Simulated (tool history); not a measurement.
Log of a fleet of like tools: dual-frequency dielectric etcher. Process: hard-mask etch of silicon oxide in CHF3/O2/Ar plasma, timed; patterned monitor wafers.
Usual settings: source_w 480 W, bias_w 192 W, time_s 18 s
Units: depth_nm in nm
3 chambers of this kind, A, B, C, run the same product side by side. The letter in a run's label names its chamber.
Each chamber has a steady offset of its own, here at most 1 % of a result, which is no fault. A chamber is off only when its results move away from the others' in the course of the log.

run	hour	source_w	bias_w	time_s	read-back reference wafer on the same gauge, depth_nm	depth_nm
1B	3.5	480	192	18	34.197	33.606
2A	7.4	480	192	18	34.213	33.636
3C	12.6	480	192	18	34.216	33.489
4A	19.4	480	192	18	34.205	33.723
5B	24.3	480	192	18	34.241	33.592
6C	30.5	480	192	18	34.234	33.521
7B	38.4	480	192	18	34.229	33.517
8C	44.1	480	192	18	34.251	33.502
9A	47.8	480	192	18	34.251	33.663
10B	52.9	480	192	18	34.241	33.664
11A	60.0	480	192	18	34.264	33.689
12C	65.7	480	192	18	34.270	33.522
13A	70.5	480	192	18	34.281	33.750
14B	75.6	480	192	18	34.282	33.836
15C	83.2	480	192	18	34.286	33.533
16B	90.6	480	192	18	34.291	33.719
17C	97.7	480	192	18	34.290	33.514
18A	104.6	570	192	16	34.310	31.973
19C	111.1	570	192	16	34.300	31.837
20B	117.3	570	192	16	34.305	32.073
21A	123.1	480	192	18	34.309	33.719
22A	130.2	480	192	18	34.331	33.724
23C	135.4	480	192	18	34.340	33.622
24B	141.4	480	192	18	34.334	33.699
25C	147.9	540	163	18	34.352	33.277
26B	153.9	540	163	18	34.353	33.391
27A	159.6	540	163	18	34.372	33.432
28A	164.0	480	225	14	34.365	27.797
29B	169.2	480	225	14	34.371	27.747
30C	177.1	480	225	14	34.378	27.513
31A	180.7	480	162	18	34.381	31.941
32B	187.6	480	162	18	34.386	31.944
33C	194.0	480	162	18	34.393	31.764
34B	199.2	360	173	18	34.412	29.316
35A	207.0	360	173	18	34.397	29.318
36C	214.4	360	173	18	34.416	29.219
37A	218.7	480	192	20	34.423	37.601
38C	223.1	480	192	20	34.413	37.399
39B	227.3	480	192	20	34.424	37.491
40B	232.8	480	192	18	34.432	33.815

Is one chamber off against the others, does the gauge drift, or is nothing wrong? If a chamber is off, say which, and what the likeliest cause is.

The gauge drifts, so all chambers seem to drift together. No chamber is off.
Cause: gauge reads high (%) = 0.693.

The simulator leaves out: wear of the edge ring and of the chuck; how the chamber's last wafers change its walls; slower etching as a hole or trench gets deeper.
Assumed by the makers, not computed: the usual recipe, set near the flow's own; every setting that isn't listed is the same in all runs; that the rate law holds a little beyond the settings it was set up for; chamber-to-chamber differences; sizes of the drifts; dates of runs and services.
